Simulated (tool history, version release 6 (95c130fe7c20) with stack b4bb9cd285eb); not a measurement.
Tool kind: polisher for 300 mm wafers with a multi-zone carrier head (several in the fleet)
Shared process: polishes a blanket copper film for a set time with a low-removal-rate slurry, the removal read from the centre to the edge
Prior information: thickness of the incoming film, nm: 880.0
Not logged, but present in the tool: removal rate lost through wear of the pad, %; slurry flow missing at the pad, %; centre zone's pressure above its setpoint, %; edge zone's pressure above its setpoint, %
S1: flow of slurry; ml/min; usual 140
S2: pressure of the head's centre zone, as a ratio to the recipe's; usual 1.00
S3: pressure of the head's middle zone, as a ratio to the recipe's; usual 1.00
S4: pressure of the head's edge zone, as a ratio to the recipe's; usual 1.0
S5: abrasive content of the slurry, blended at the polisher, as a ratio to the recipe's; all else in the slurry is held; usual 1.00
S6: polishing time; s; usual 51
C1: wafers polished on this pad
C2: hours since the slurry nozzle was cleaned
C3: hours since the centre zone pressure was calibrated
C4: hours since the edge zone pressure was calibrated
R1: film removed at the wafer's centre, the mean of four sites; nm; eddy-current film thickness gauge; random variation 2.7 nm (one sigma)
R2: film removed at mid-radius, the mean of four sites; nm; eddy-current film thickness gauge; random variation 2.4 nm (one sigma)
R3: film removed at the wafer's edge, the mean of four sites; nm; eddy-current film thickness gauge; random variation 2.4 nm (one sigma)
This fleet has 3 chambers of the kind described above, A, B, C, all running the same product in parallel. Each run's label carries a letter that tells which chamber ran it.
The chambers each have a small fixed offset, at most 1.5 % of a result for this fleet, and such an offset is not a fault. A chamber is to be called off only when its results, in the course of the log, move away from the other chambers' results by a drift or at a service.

{"run": "1C", "hour": 12.8, "S1": 140, "S2": 1.0, "S3": 1.0, "S4": 1.0, "S5": 1.0, "S6": 51, "C1": 633, "C2": 266.6, "C3": 169.3, "C4": 217.5, "R1": 192.81, "R2": 192.34, "R3": 193.33}
{"run": "2B", "hour": 24.6, "S1": 140, "S2": 1.0, "S3": 1.0, "S4": 1.0, "S5": 1.0, "S6": 51, "C1": 767, "C2": 115.1, "C3": 223.5, "C4": 691.8, "R1": 191.18, "R2": 196.28, "R3": 189.73}
{"hour": 27.7, "done": "chamber C: worn pad replaced by a new one"}
{"hour": 32.6, "done": "chamber B: worn pad replaced by a new one"}
{"run": "3A", "hour": 36.8, "S1": 140, "S2": 1.0, "S3": 1.0, "S4": 1.0, "S5": 1.0, "S6": 51, "C1": 544, "C2": 182.1, "C3": 236.2, "C4": 421.0, "R1": 188.9, "R2": 195.21, "R3": 192.68}
{"run": "4B", "hour": 47.4, "S1": 140, "S2": 1.0, "S3": 1.0, "S4": 1.0, "S5": 1.0, "S6": 51, "C1": 161, "C2": 137.9, "C3": 246.3, "C4": 714.6, "R1": 188.56, "R2": 191.32, "R3": 189.97}
{"hour": 58.3, "done": "chamber A: worn pad replaced by a new one"}
{"run": "5A", "hour": 61.6, "S1": 140, "S2": 1.0, "S3": 1.0, "S4": 1.0, "S5": 1.0, "S6": 51, "C1": 35, "C2": 206.9, "C3": 261.0, "C4": 445.8, "R1": 186.31, "R2": 191.62, "R3": 189.54}
{"run": "6C", "hour": 74.4, "S1": 140, "S2": 1.0, "S3": 1.0, "S4": 1.0, "S5": 1.0, "S6": 51, "C1": 506, "C2": 328.2, "C3": 230.9, "C4": 279.1, "R1": 191.71, "R2": 194.57, "R3": 193.27}
{"run": "7C", "hour": 84.6, "S1": 140, "S2": 1.0, "S3": 1.0, "S4": 1.0, "S5": 1.0, "S6": 51, "C1": 617, "C2": 338.4, "C3": 241.1, "C4": 289.3, "R1": 188.38, "R2": 189.0, "R3": 191.73}
{"run": "8B", "hour": 97.8, "S1": 140, "S2": 1.0, "S3": 1.0, "S4": 1.0, "S5": 1.0, "S6": 51, "C1": 707, "C2": 188.3, "C3": 296.7, "C4": 765.0, "R1": 187.93, "R2": 192.35, "R3": 185.98}
{"hour": 104.2, "done": "chamber C: worn pad replaced by a new one"}
{"run": "9A", "hour": 108.6, "S1": 140, "S2": 1.0, "S3": 1.0, "S4": 1.0, "S5": 1.0, "S6": 51, "C1": 545, "C2": 253.9, "C3": 308.0, "C4": 492.8, "R1": 190.01, "R2": 190.55, "R3": 190.61}
{"hour": 110.0, "done": "chamber B: worn pad replaced by a new one"}
{"run": "10A", "hour": 119.2, "S1": 140, "S2": 1.0, "S3": 1.0, "S4": 1.0, "S5": 1.0, "S6": 51, "C1": 660, "C2": 264.5, "C3": 318.6, "C4": 503.4, "R1": 189.88, "R2": 187.53, "R3": 189.3}
{"hour": 125.9, "done": "chamber B: edge zone pressure recalibrated"}
{"run": "11B", "hour": 127.2, "S1": 140, "S2": 1.04, "S3": 1.0, "S4": 1.0, "S5": 1.0, "S6": 51, "C1": 187, "C2": 217.7, "C3": 326.1, "C4": 1.3, "R1": 197.78, "R2": 190.98, "R3": 190.29}
{"hour": 129.5, "done": "chamber A: worn pad replaced by a new one"}
{"run": "12C", "hour": 136.1, "S1": 140, "S2": 1.04, "S3": 1.0, "S4": 1.0, "S5": 1.0, "S6": 51, "C1": 346, "C2": 389.9, "C3": 292.6, "C4": 340.8, "R1": 196.21, "R2": 194.67, "R3": 190.43}
{"run": "13B", "hour": 144.5, "S1": 140, "S2": 1.04, "S3": 1.0, "S4": 1.0, "S5": 1.0, "S6": 51, "C1": 374, "C2": 235.0, "C3": 343.4, "C4": 18.6, "R1": 193.31, "R2": 187.79, "R3": 193.78}
{"run": "14C", "hour": 158.7, "S1": 140, "S2": 1.0, "S3": 1.0, "S4": 1.0, "S5": 1.0, "S6": 51, "C1": 591, "C2": 412.5, "C3": 315.2, "C4": 363.4, "R1": 183.86, "R2": 195.66, "R3": 190.85}
{"hour": 166.2, "done": "chamber C: worn pad replaced by a new one"}
{"run": "15A", "hour": 166.2, "S1": 140, "S2": 1.0, "S3": 1.0, "S4": 1.0, "S5": 1.0, "S6": 51, "C1": 398, "C2": 311.5, "C3": 365.6, "C4": 550.4, "R1": 190.44, "R2": 185.09, "R3": 188.52}
{"run": "16C", "hour": 179.5, "S1": 140, "S2": 1.0, "S3": 1.0, "S4": 1.0, "S5": 1.0, "S6": 51, "C1": 144, "C2": 433.3, "C3": 336.0, "C4": 384.2, "R1": 188.35, "R2": 192.21, "R3": 194.31}
{"hour": 182.6, "done": "chamber B: worn pad replaced by a new one"}
{"run": "17A", "hour": 194.0, "S1": 140, "S2": 0.96, "S3": 1.0, "S4": 1.0, "S5": 0.75, "S6": 51, "C1": 699, "C2": 339.3, "C3": 393.4, "C4": 578.2, "R1": 163.05, "R2": 171.24, "R3": 175.19}
{"hour": 202.6, "done": "chamber A: worn pad replaced by a new one"}
{"run": "18B", "hour": 204.1, "S1": 140, "S2": 0.96, "S3": 1.0, "S4": 1.0, "S5": 0.75, "S6": 51, "C1": 233, "C2": 294.6, "C3": 403.0, "C4": 78.2, "R1": 166.57, "R2": 178.77, "R3": 180.75}
{"run": "19A", "hour": 215.0, "S1": 140, "S2": 0.96, "S3": 1.0, "S4": 1.0, "S5": 0.75, "S6": 51, "C1": 134, "C2": 360.3, "C3": 414.4, "C4": 599.2, "R1": 159.77, "R2": 168.32, "R3": 170.05}
{"run": "20C", "hour": 221.4, "S1": 140, "S2": 1.0, "S3": 1.0, "S4": 1.0, "S5": 1.0, "S6": 51, "C1": 598, "C2": 475.2, "C3": 377.9, "C4": 426.1, "R1": 188.88, "R2": 188.03, "R3": 191.18}
{"hour": 222.3, "done": "chamber A: centre zone pressure recalibrated"}
{"run": "21B", "hour": 230.7, "S1": 140, "S2": 1.0, "S3": 0.91, "S4": 1.0, "S5": 1.15, "S6": 51, "C1": 521, "C2": 321.2, "C3": 429.6, "C4": 104.8, "R1": 195.39, "R2": 181.11, "R3": 195.01}
{"hour": 236.0, "done": "chamber C: worn pad replaced by a new one"}
{"run": "22A", "hour": 239.5, "S1": 140, "S2": 1.0, "S3": 0.91, "S4": 1.0, "S5": 1.15, "S6": 51, "C1": 400, "C2": 384.8, "C3": 17.2, "C4": 623.7, "R1": 176.4, "R2": 171.75, "R3": 188.72}
{"run": "23C", "hour": 246.7, "S1": 140, "S2": 1.0, "S3": 0.91, "S4": 1.0, "S5": 1.15, "S6": 51, "C1": 116, "C2": 500.5, "C3": 403.2, "C4": 451.4, "R1": 200.13, "R2": 180.77, "R3": 196.61}
{"run": "24B", "hour": 258.9, "S1": 110, "S2": 1.0, "S3": 1.0, "S4": 0.9, "S5": 1.0, "S6": 51, "C1": 827, "C2": 349.4, "C3": 457.8, "C4": 133.0, "R1": 180.03, "R2": 184.25, "R3": 170.66}
{"hour": 264.0, "done": "chamber B: worn pad replaced by a new one"}
{"hour": 269.2, "done": "chamber A: worn pad replaced by a new one"}
{"run": "25C", "hour": 270.3, "S1": 110, "S2": 1.0, "S3": 1.0, "S4": 0.9, "S5": 1.0, "S6": 51, "C1": 372, "C2": 524.1, "C3": 426.8, "C4": 475.0, "R1": 180.66, "R2": 185.44, "R3": 173.83}
{"run": "26A", "hour": 276.8, "S1": 110, "S2": 1.0, "S3": 1.0, "S4": 0.9, "S5": 1.0, "S6": 51, "C1": 83, "C2": 422.1, "C3": 54.5, "C4": 661.0, "R1": 153.92, "R2": 161.45, "R3": 159.89}
{"run": "27B", "hour": 289.7, "S1": 140, "S2": 1.0, "S3": 1.0, "S4": 1.0, "S5": 1.0, "S6": 51, "C1": 278, "C2": 380.2, "C3": 488.6, "C4": 163.8, "R1": 191.1, "R2": 193.18, "R3": 191.17}
{"hour": 300.1, "done": "chamber C: worn pad replaced by a new one"}
{"run": "28B", "hour": 303.1, "S1": 140, "S2": 0.89, "S3": 1.0, "S4": 1.0, "S5": 1.0, "S6": 43, "C1": 423, "C2": 393.6, "C3": 502.0, "C4": 177.2, "R1": 142.22, "R2": 162.32, "R3": 160.27}
{"run": "29C", "hour": 314.5, "S1": 140, "S2": 0.89, "S3": 1.0, "S4": 1.0, "S5": 1.0, "S6": 43, "C1": 156, "C2": 568.3, "C3": 471.0, "C4": 519.2, "R1": 142.65, "R2": 164.27, "R3": 163.09}

All chambers now run identical settings, listed one chamber a line with results as question marks. What results will each chamber show?
{"run": "30A", "hour": 324.9, "S1": 140, "S2": 1.0, "S3": 1.0, "S4": 1.0, "S5": 1.0, "S6": 51, "R1": "?", "R2": "?", "R3": "?"}
{"run": "30B", "hour": 324.9, "S1": 140, "S2": 1.0, "S3": 1.0, "S4": 1.0, "S5": 1.0, "S6": 51, "R1": "?", "R2": "?", "R3": "?"}
{"run": "30C", "hour": 324.9, "S1": 140, "S2": 1.0, "S3": 1.0, "S4": 1.0, "S5": 1.0, "S6": 51, "R1": "?", "R2": "?", "R3": "?"}

run=30A R1=159.18 R2=164.34 R3=174.83
run=30B R1=184.66 R2=193.55 R3=188.55
run=30C R1=192.13 R2=187.20 R3=193.31
